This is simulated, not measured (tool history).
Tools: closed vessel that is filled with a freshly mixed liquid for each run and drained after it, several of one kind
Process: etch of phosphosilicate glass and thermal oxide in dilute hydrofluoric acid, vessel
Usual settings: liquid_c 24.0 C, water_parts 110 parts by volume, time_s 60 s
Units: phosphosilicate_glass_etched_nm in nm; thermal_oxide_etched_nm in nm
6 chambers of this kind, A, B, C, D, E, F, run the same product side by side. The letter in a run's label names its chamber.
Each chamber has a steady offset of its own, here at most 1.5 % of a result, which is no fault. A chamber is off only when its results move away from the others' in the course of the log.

run	hour	liquid_c	water_parts	time_s	hours since the thermometer was replaced	hours since the hydrofluoric acid flow meter was replaced	read-back film thickness of the phosphosilicate glass reference wafer, read on the same gauge (nm)	read-back film thickness of the thermal oxide reference wafer, read on the same gauge (nm)	phosphosilicate_glass_etched_nm	thermal_oxide_etched_nm
1D	5.5	24.0	110	60	214.0	401.1	100.010	90.026	107.72	2.6281
2C	11.4	24.0	110	60	229.4	638.7	100.010	90.000	107.53	2.5750
3F	21.7	24.0	110	60	111.9	1306.3	99.992	89.988	108.40	2.5469
4A	30.6	24.0	110	60	318.6	142.6	99.993	90.009	107.51	2.6077
5B	39.4	24.0	110	60	938.5	117.8	100.010	90.004	107.20	2.5896
6E	48.9	24.0	110	60	1361.9	261.3	99.982	90.003	108.78	2.6659
7E	58.0	24.0	110	60	1371.0	270.4	99.994	89.995	108.33	2.5905
8D	63.8	24.0	110	60	272.3	459.4	100.010	89.998	107.28	2.5292
9C	74.7	24.0	110	60	292.7	702.0	99.991	89.991	108.14	2.5930
10F	79.9	24.0	110	60	170.1	1364.5	99.978	90.005	107.00	2.6407
11B	90.3	24.0	110	60	989.4	168.7	100.020	90.004	107.67	2.6709
12A	98.7	24.0	110	60	386.7	210.7	100.020	90.007	106.39	2.6671
13A	110.1	24.0	110	60	398.1	222.1	100.010	90.006	107.20	2.6054
14C	116.1	24.0	110	60	334.1	743.4	99.989	90.010	107.66	2.6409
15E	126.6	24.0	110	60	1439.6	339.0	99.993	90.013	108.57	2.6256
16B	137.0	24.0	110	60	1036.1	215.4	99.990	89.996	107.03	2.6158
17F	147.3	24.0	110	60	237.5	1431.9	99.994	90.000	108.24	2.6190
18D	155.7	24.0	110	60	364.2	551.3	100.000	90.014	107.80	2.6298
19F	166.8	24.0	110	60	257.0	1451.4	100.010	90.005	107.49	2.6171
20C	176.6	24.0	110	60	394.6	803.9	100.020	90.004	107.86	2.6196
# hour 178.2: chamber C: hydrofluoric acid flow meter replaced
21E	187.4	24.0	110	60	1500.4	399.8	99.995	90.005	107.84	2.6770
22B	192.7	24.0	110	60	1091.8	271.1	100.010	90.004	106.66	2.5777
23A	200.7	28.5	95	60	488.7	312.7	100.010	89.991	150.98	3.6767
24D	206.2	28.5	95	60	414.7	601.8	100.010	89.998	152.09	3.6012
25F	215.5	28.5	95	60	305.7	1500.1	100.000	89.999	152.36	3.7346
26B	220.9	28.5	95	60	1120.0	299.3	99.997	90.010	149.90	3.7057
27D	227.0	28.5	95	60	435.5	622.6	100.000	89.989	151.57	3.7173
28E	237.8	28.5	95	60	1550.8	450.2	99.991	89.983	151.87	3.7212
29C	244.0	24.0	110	60	462.0	65.9	99.981	90.003	107.30	2.5508
30A	250.1	24.0	110	60	538.1	362.1	99.982	90.002	105.85	2.6259
31F	260.3	24.0	110	60	350.5	1544.9	100.010	89.990	108.36	2.5580
32A	267.1	24.0	110	90	555.1	379.1	100.010	90.000	158.90	3.9481
33B	276.6	24.0	110	90	1175.7	355.0	99.998	89.995	160.55	3.8338
34C	283.5	24.0	110	90	501.5	105.4	100.010	89.990	162.93	3.9401
35E	293.5	24.0	110	90	1606.5	505.9	100.010	89.980	162.25	3.9509
36D	305.3	24.0	110	90	513.8	700.9	100.010	90.004	162.71	3.9148
37A	312.0	24.0	110	90	600.0	424.0	99.996	90.013	158.97	3.9286
38E	322.0	24.0	110	60	1635.0	534.4	100.010	89.997	108.18	2.5922
39B	333.6	24.0	110	60	1232.7	412.0	100.000	90.015	107.03	2.6228
40F	340.0	24.0	110	60	430.2	1624.6	100.020	90.007	109.13	2.6877
# hour 346.4: chamber D: thermometer replaced
41D	346.6	24.0	95	75	0.3	742.2	99.991	90.000	159.18	3.8371
42C	355.3	24.0	95	75	573.3	177.2	99.990	89.972	159.01	3.8381

Is one chamber off against the others, does the gauge drift, or is nothing wrong? If a chamber is off, say which, and what the likeliest cause is.

No chamber stands off beyond its own small offset, and the gauge holds steady.
